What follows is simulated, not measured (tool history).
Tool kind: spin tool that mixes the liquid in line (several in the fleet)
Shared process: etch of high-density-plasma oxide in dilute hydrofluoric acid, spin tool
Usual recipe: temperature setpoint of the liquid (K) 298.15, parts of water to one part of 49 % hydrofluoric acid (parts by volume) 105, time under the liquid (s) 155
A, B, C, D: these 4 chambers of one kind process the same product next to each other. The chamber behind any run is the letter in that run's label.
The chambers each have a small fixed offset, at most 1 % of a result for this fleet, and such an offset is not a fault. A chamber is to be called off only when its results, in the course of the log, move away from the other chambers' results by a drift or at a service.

run    day  temperature setpoint of the liquid (K)  parts of water to one part of 49 % hydrofluoric acid (parts by volume)  time under the liquid (s)  read-back film thickness of the high-density-plasma oxide reference wafer, read on the same gauge (nm)  thickness taken off the high-density-plasma oxide on a monitor wafer (nm)
 1C  0.142                                  298.15                                                                     105                        155                                                                                                  89.994                                                                    11.0740
 2D  0.254                                  298.15                                                                     105                        155                                                                                                  90.075                                                                    11.2680
 3B  0.379                                  298.15                                                                     105                        155                                                                                                  89.984                                                                    10.9990
 4A  0.550                                  298.15                                                                     105                        155                                                                                                  89.967                                                                    11.2590
 5D  0.700                                  298.15                                                                     105                        155                                                                                                  89.980                                                                    10.9990
 6A  0.883                                  298.15                                                                     105                        155                                                                                                  89.995                                                                    11.2450
 7C  0.988                                  298.15                                                                     105                        155                                                                                                  90.042                                                                    11.1290
     1.004  -- chamber A: hydrofluoric acid flow meter replaced
 8B  1.150                                  298.15                                                                     105                        155                                                                                                  89.960                                                                    10.9040
 9D  1.317                                  298.15                                                                     105                        155                                                                                                  89.925                                                                    11.3460
10C  1.504                                  298.15                                                                     105                        110                                                                                                  89.989                                                                     7.9006
11A  1.629                                  298.15                                                                     105                        110                                                                                                  90.009                                                                     7.9463
12B  1.754                                  298.15                                                                     105                        110                                                                                                  89.996                                                                     7.9704
     1.804  -- chamber C: hydrofluoric acid flow meter replaced
13A  1.917                                  298.15                                                                     105                        110                                                                                                  89.951                                                                     7.8208
14D  2.075                                  298.15                                                                     105                        155                                                                                                  89.953                                                                    11.4760
15B  2.217                                  298.15                                                                     105                        155                                                                                                  90.002                                                                    10.9170
16C  2.304                                  298.15                                                                     105                        155                                                                                                  90.013                                                                    11.0510
17B  2.425                                  294.65                                                                     105                         75                                                                                                  89.944                                                                     4.6904
18A  2.554                                  294.65                                                                     105                         75                                                                                                  90.036                                                                     4.6467
19C  2.746                                  294.65                                                                     105                         75                                                                                                  89.966                                                                     4.6915
20D  2.892                                  294.65                                                                     105                         75                                                                                                  89.992                                                                     4.9806
21B  2.983                                  298.15                                                                     105                        155                                                                                                  89.998                                                                    11.1440
22C  3.146                                  298.15                                                                     105                        155                                                                                                  90.033                                                                    11.2480
23A  3.312                                  298.15                                                                     105                        155                                                                                                  90.030                                                                    11.0420
24D  3.404                                  298.15                                                                     105                        155                                                                                                  89.998                                                                    11.9760
25D  3.575                                  298.15                                                                     105                        155                                                                                                  90.007                                                                    11.9090

Does one chamber stand apart from the rest, does the shared gauge drift, or is all well apart from small per-chamber offsets? Give the chamber and the most likely cause, where there is one.

Little by little, chamber D moves away from the other chambers.
What lies behind it: hydrofluoric acid flow above the setpoint (%) = 6.81.
The log may not tell that from: liquid hotter than its thermometer reads (K).

Which of the 4 candidates below, each the usual settings with something changed and its results left as question marks, puts chamber D back in line with what the other chambers give on the usual settings?
Allowed miss from the other chambers' usual-settings mean, per result, to count as in line: thickness taken off the high-density-plasma oxide on a monitor wafer (nm) 0.3900
26D-1  3.717                                  298.15                                                                     105                        160                                                                                                                                                                                  ?
26D-2  3.717                                  298.15                                                                     100                        160                                                                                                                                                                                  ?
26D-3  3.717                                  298.15                                                                     105                        150                                                                                                                                                                                  ?
26D-4  3.717                                  298.15                                                                     110                        150                                                                                                                                                                                  ?

The other chambers' mean on the usual settings: thickness taken off the high-density-plasma oxide on a monitor wafer (nm) 11.0990
  run  thickness taken off the high-density-plasma oxide on a monitor wafer (nm)
26D-1                                                                    12.5230
26D-2                                                                    13.2300
26D-3                                                                    11.7400
26D-4                                                                    11.1370
26D-4 puts the chamber back in line with the other chambers.

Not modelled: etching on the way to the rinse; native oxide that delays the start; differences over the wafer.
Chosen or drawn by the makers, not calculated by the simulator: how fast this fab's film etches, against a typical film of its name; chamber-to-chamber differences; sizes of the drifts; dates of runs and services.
